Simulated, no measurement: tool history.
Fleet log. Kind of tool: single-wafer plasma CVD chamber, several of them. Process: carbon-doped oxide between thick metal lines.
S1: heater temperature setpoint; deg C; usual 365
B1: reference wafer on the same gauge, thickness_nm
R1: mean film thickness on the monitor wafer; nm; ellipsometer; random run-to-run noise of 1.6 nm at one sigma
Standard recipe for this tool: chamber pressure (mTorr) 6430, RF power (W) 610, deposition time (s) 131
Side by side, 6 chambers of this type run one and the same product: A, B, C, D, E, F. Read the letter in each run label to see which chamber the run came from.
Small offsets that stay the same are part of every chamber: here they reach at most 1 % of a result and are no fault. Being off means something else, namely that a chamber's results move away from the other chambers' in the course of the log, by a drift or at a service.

Run 1B, hour 1.9: usual settings; B1 624.60. Result: R1 743.01 nm.
Run 2A, hour 6.0: usual settings; B1 625.08. Result: R1 743.94 nm.
Run 3D, hour 10.2: usual settings; B1 624.80. Result: R1 739.69 nm.
Run 4F, hour 12.3: usual settings; B1 624.89. Result: R1 746.65 nm.
Run 5E, hour 15.2: usual settings; B1 625.36. Result: R1 740.21 nm.
Run 6C, hour 19.4: usual settings; B1 624.96. Result: R1 740.93 nm.
Run 7E, hour 23.5: usual settings; B1 625.02. Result: R1 741.23 nm.
Run 8B, hour 25.6: usual settings; B1 625.04. Result: R1 743.14 nm.
Run 9A, hour 29.2: usual settings; B1 625.36. Result: R1 743.33 nm.
Run 10C, hour 32.1: usual settings; B1 625.18. Result: R1 739.15 nm.
Run 11F, hour 35.8: usual settings; B1 625.20. Result: R1 745.11 nm.
Run 12D, hour 40.0: usual settings; B1 624.86. Result: R1 741.66 nm.
Run 13A, hour 42.8: usual settings; B1 625.11. Result: R1 744.53 nm.
Run 14B, hour 45.8: usual settings; B1 624.72. Result: R1 741.39 nm.
Run 15F, hour 49.1: usual settings; B1 624.86. Result: R1 748.88 nm.
Run 16C, hour 52.2: usual settings; B1 625.09. Result: R1 740.05 nm.
Run 17D, hour 54.1: usual settings; B1 625.20. Result: R1 740.30 nm.
Run 18E, hour 58.3: usual settings; B1 624.99. Result: R1 740.26 nm.
Run 19E, hour 61.3: usual settings; B1 624.75. Result: R1 740.24 nm.
Run 20A, hour 64.1: usual settings; B1 624.71. Result: R1 743.36 nm.
Run 21B, hour 67.2: usual settings; B1 624.80. Result: R1 742.40 nm.
Run 22F, hour 71.2: usual settings; B1 624.69. Result: R1 744.70 nm.
Run 23C, hour 75.5: usual settings; B1 625.03. Result: R1 739.15 nm.
Run 24D, hour 78.8: usual settings; B1 624.55. Result: R1 743.87 nm.
Run 25A, hour 80.9: usual settings; B1 624.72. Result: R1 743.71 nm.
Run 26E, hour 84.9: usual settings; B1 624.76. Result: R1 737.91 nm.
Run 27B, hour 87.6: usual settings; B1 625.12. Result: R1 741.70 nm.
At hour 90.2: chamber E: RF generator calibrated.
Run 28C, hour 91.2: usual settings; B1 625.19. Result: R1 740.18 nm.
Run 29F, hour 93.1: usual settings; B1 624.97. Result: R1 745.83 nm.
Run 30D, hour 95.9: usual settings; B1 625.02. Result: R1 740.94 nm.
Run 31D, hour 99.9: usual settings; B1 625.12. Result: R1 740.73 nm.
Run 32B, hour 102.6: usual settings; B1 625.29. Result: R1 741.41 nm.
At hour 102.9: chamber E: capacitance manometer re-zeroed and calibrated.
Run 33A, hour 104.6: usual settings; B1 624.86. Result: R1 737.19 nm.
Run 34F, hour 108.4: usual settings; B1 625.07. Result: R1 744.88 nm.
Run 35C, hour 112.4: usual settings; B1 624.84. Result: R1 738.48 nm.
Run 36E, hour 115.9: usual settings; B1 625.25. Result: R1 741.54 nm.
Run 37F, hour 118.6: usual settings; B1 625.04. Result: R1 745.08 nm.
Run 38C, hour 122.6: usual settings but chamber pressure (mTorr) 5940, deposition time (s) 108; B1 625.15. Result: R1 604.83 nm.
Run 39A, hour 126.5: usual settings but chamber pressure (mTorr) 5940, deposition time (s) 108; B1 625.15. Result: R1 598.16 nm.
Run 40E, hour 129.8: usual settings but chamber pressure (mTorr) 5940, deposition time (s) 108; B1 624.74. Result: R1 606.14 nm.
Run 41D, hour 133.6: usual settings but chamber pressure (mTorr) 5940, deposition time (s) 108; B1 625.20. Result: R1 606.34 nm.
Run 42B, hour 135.7: usual settings but chamber pressure (mTorr) 5940, deposition time (s) 108; B1 625.08. Result: R1 607.46 nm.
Run 43D, hour 139.0: usual settings but chamber pressure (mTorr) 5940, deposition time (s) 108; B1 624.93. Result: R1 604.58 nm.
Run 44C, hour 141.4: usual settings; B1 624.81. Result: R1 737.97 nm.

Predict what each chamber gives when all 6 of them run the settings below next.
Run 45A, hour 144.5: usual settings. Result: R1 ?.
Run 45B, hour 144.5: usual settings. Result: R1 ?.
Run 45C, hour 144.5: usual settings. Result: R1 ?.
Run 45D, hour 144.5: usual settings. Result: R1 ?.
Run 45E, hour 144.5: usual settings. Result: R1 ?.
Run 45F, hour 144.5: usual settings. Result: R1 ?.

run      R1
45A  725.72
45B  741.55
45C  738.53
45D  740.47
45E  742.66
45F  746.03

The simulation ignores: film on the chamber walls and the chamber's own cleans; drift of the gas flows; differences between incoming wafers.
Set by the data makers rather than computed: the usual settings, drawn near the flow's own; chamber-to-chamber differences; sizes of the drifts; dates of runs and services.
